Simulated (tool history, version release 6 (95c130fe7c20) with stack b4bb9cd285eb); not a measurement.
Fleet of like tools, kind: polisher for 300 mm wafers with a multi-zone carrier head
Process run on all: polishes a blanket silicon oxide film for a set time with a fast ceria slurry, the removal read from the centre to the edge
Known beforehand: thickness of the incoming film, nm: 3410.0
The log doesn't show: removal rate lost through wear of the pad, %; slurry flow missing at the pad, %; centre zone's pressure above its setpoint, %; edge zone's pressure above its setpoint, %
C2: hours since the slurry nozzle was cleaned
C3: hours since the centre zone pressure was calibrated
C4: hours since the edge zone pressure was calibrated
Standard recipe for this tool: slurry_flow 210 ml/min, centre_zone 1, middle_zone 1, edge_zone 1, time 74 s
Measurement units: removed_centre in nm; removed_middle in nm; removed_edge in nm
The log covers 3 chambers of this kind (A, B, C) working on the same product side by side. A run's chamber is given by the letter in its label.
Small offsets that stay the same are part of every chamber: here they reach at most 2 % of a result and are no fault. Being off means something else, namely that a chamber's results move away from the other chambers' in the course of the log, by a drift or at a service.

{"hour": 2.1, "done": "chamber A: worn pad replaced by a new one"}
{"run": "1B", "hour": 3.8, "slurry_flow": 210, "centre_zone": 1, "middle_zone": 1, "edge_zone": 1, "time": 74, "wafers polished on this pad": 174, "C2": 271.1, "C3": 208.1, "C4": 566.3, "removed_centre": 1020.4, "removed_middle": 1042.1, "removed_edge": 1030.8}
{"run": "2C", "hour": 11.3, "slurry_flow": 210, "centre_zone": 1, "middle_zone": 1, "edge_zone": 1, "time": 74, "wafers polished on this pad": 146, "C2": 483.8, "C3": 493.7, "C4": 611.1, "removed_centre": 1048.3, "removed_middle": 1015.8, "removed_edge": 1030.3}
{"run": "3A", "hour": 18.0, "slurry_flow": 210, "centre_zone": 1, "middle_zone": 1, "edge_zone": 1, "time": 74, "wafers polished on this pad": 204, "C2": 628.8, "C3": 1439.5, "C4": 881.8, "removed_centre": 1029.3, "removed_middle": 1027.8, "removed_edge": 1024.1}
{"run": "4C", "hour": 23.9, "slurry_flow": 210, "centre_zone": 1, "middle_zone": 1, "edge_zone": 1, "time": 74, "wafers polished on this pad": 307, "C2": 496.4, "C3": 506.3, "C4": 623.7, "removed_centre": 1036.2, "removed_middle": 1024.5, "removed_edge": 1028.1}
{"hour": 25.8, "done": "chamber C: slurry nozzle cleaned"}
{"run": "5B", "hour": 31.5, "slurry_flow": 210, "centre_zone": 1, "middle_zone": 1, "edge_zone": 1.09, "time": 74, "wafers polished on this pad": 529, "C2": 298.8, "C3": 235.8, "C4": 594, "removed_centre": 1007, "removed_middle": 1033.9, "removed_edge": 1067.1}
{"run": "6A", "hour": 35.8, "slurry_flow": 210, "centre_zone": 1, "middle_zone": 1, "edge_zone": 1.09, "time": 74, "wafers polished on this pad": 432, "C2": 646.6, "C3": 1457.3, "C4": 899.6, "removed_centre": 1039.2, "removed_middle": 1052.7, "removed_edge": 1087.6}
{"run": "7B", "hour": 40.9, "slurry_flow": 210, "centre_zone": 1, "middle_zone": 1, "edge_zone": 1.09, "time": 74, "wafers polished on this pad": 649, "C2": 308.2, "C3": 245.2, "C4": 603.4, "removed_centre": 1042.7, "removed_middle": 1033.3, "removed_edge": 1069.1}
{"hour": 44.0, "done": "chamber C: worn pad replaced by a new one"}
{"run": "8A", "hour": 46.6, "slurry_flow": 210, "centre_zone": 1, "middle_zone": 1, "edge_zone": 1, "time": 74, "wafers polished on this pad": 570, "C2": 657.4, "C3": 1468.1, "C4": 910.4, "removed_centre": 1023, "removed_middle": 1035.4, "removed_edge": 1031.2}
{"run": "9C", "hour": 52.4, "slurry_flow": 210, "centre_zone": 1, "middle_zone": 1, "edge_zone": 0.94, "time": 87, "wafers polished on this pad": 107, "C2": 26.6, "C3": 534.8, "C4": 652.2, "removed_centre": 1244.8, "removed_middle": 1209.7, "removed_edge": 1181.5}
{"run": "10C", "hour": 59.5, "slurry_flow": 210, "centre_zone": 1, "middle_zone": 1, "edge_zone": 0.94, "time": 87, "wafers polished on this pad": 198, "C2": 33.7, "C3": 541.9, "C4": 659.3, "removed_centre": 1196, "removed_middle": 1212.2, "removed_edge": 1173.1}
{"hour": 59.8, "done": "chamber B: worn pad replaced by a new one"}
{"hour": 64.5, "done": "chamber A: centre zone pressure recalibrated"}
{"run": "11B", "hour": 64.6, "slurry_flow": 210, "centre_zone": 1, "middle_zone": 1, "edge_zone": 0.94, "time": 87, "wafers polished on this pad": 62, "C2": 331.9, "C3": 268.9, "C4": 627.1, "removed_centre": 1209.1, "removed_middle": 1195.2, "removed_edge": 1151.5}
{"hour": 68.4, "done": "chamber A: worn pad replaced by a new one"}
{"run": "12A", "hour": 73.0, "slurry_flow": 210, "centre_zone": 1, "middle_zone": 1, "edge_zone": 1, "time": 74, "wafers polished on this pad": 59, "C2": 683.8, "C3": 8.5, "C4": 936.8, "removed_centre": 1003, "removed_middle": 1052.9, "removed_edge": 1034.6}
{"run": "13A", "hour": 80.5, "slurry_flow": 210, "centre_zone": 1, "middle_zone": 1, "edge_zone": 1, "time": 74, "wafers polished on this pad": 155, "C2": 691.3, "C3": 16, "C4": 944.3, "removed_centre": 1015.8, "removed_middle": 1022.9, "removed_edge": 1027.9}
{"run": "14C", "hour": 87.6, "slurry_flow": 240, "centre_zone": 1, "middle_zone": 1, "edge_zone": 1, "time": 74, "wafers polished on this pad": 559, "C2": 61.8, "C3": 570, "C4": 687.4, "removed_centre": 1089.1, "removed_middle": 1065.1, "removed_edge": 1059.5}
{"hour": 89.1, "done": "chamber C: worn pad replaced by a new one"}
{"hour": 93.7, "done": "chamber B: centre zone pressure recalibrated"}
{"run": "15B", "hour": 93.9, "slurry_flow": 240, "centre_zone": 1, "middle_zone": 1, "edge_zone": 1, "time": 74, "wafers polished on this pad": 438, "C2": 361.2, "C3": 0.3, "C4": 656.4, "removed_centre": 1035.4, "removed_middle": 1034.9, "removed_edge": 1003.7}
{"run": "16A", "hour": 99.0, "slurry_flow": 240, "centre_zone": 1, "middle_zone": 1, "edge_zone": 1, "time": 74, "wafers polished on this pad": 392, "C2": 709.8, "C3": 34.5, "C4": 962.8, "removed_centre": 1059.5, "removed_middle": 1070.3, "removed_edge": 1042}
{"run": "17C", "hour": 107.1, "slurry_flow": 210, "centre_zone": 1, "middle_zone": 1, "edge_zone": 1, "time": 74, "wafers polished on this pad": 231, "C2": 81.3, "C3": 589.5, "C4": 706.9, "removed_centre": 1058.5, "removed_middle": 1023.7, "removed_edge": 1028.5}
{"run": "18B", "hour": 113.2, "slurry_flow": 210, "centre_zone": 1, "middle_zone": 1, "edge_zone": 1, "time": 74, "wafers polished on this pad": 685, "C2": 380.5, "C3": 19.6, "C4": 675.7, "removed_centre": 966.47, "removed_middle": 968.14, "removed_edge": 971.38}
{"run": "19C", "hour": 120.2, "slurry_flow": 210, "centre_zone": 1, "middle_zone": 1, "edge_zone": 1, "time": 74, "wafers polished on this pad": 399, "C2": 94.4, "C3": 602.6, "C4": 720, "removed_centre": 1025.6, "removed_middle": 1027.9, "removed_edge": 1042.4}
{"hour": 124.6, "done": "chamber B: worn pad replaced by a new one"}
{"run": "20B", "hour": 126.3, "slurry_flow": 210, "centre_zone": 1, "middle_zone": 1, "edge_zone": 1, "time": 74, "wafers polished on this pad": 22, "C2": 393.6, "C3": 32.7, "C4": 688.8, "removed_centre": 932.28, "removed_middle": 959.48, "removed_edge": 970.81}
{"run": "21A", "hour": 132.5, "slurry_flow": 210, "centre_zone": 1, "middle_zone": 1, "edge_zone": 1, "time": 74, "wafers polished on this pad": 822, "C2": 743.3, "C3": 68, "C4": 996.3, "removed_centre": 1020.6, "removed_middle": 1051.3, "removed_edge": 1038.4}
{"run": "22A", "hour": 136.4, "slurry_flow": 210, "centre_zone": 1, "middle_zone": 1, "edge_zone": 1, "time": 74, "wafers polished on this pad": 872, "C2": 747.2, "C3": 71.9, "C4": 1000.2, "removed_centre": 1017.9, "removed_middle": 1057.4, "removed_edge": 1025}

Predict what each chamber gives when all 3 of them run the settings below next.
{"run": "23A", "hour": 142.5, "slurry_flow": 210, "centre_zone": 1, "middle_zone": 1, "edge_zone": 0.94, "time": 74, "removed_centre": "?", "removed_middle": "?", "removed_edge": "?"}
{"run": "23B", "hour": 142.5, "slurry_flow": 210, "centre_zone": 1, "middle_zone": 1, "edge_zone": 0.94, "time": 74, "removed_centre": "?", "removed_middle": "?", "removed_edge": "?"}
{"run": "23C", "hour": 142.5, "slurry_flow": 210, "centre_zone": 1, "middle_zone": 1, "edge_zone": 0.94, "time": 74, "removed_centre": "?", "removed_middle": "?", "removed_edge": "?"}

run=23A removed_centre=993.35 removed_middle=1036.5 removed_edge=1004.2
run=23B removed_centre=923.46 removed_middle=941.64 removed_edge=918.25
run=23C removed_centre=1036 removed_middle=1037.9 removed_edge=1002.2

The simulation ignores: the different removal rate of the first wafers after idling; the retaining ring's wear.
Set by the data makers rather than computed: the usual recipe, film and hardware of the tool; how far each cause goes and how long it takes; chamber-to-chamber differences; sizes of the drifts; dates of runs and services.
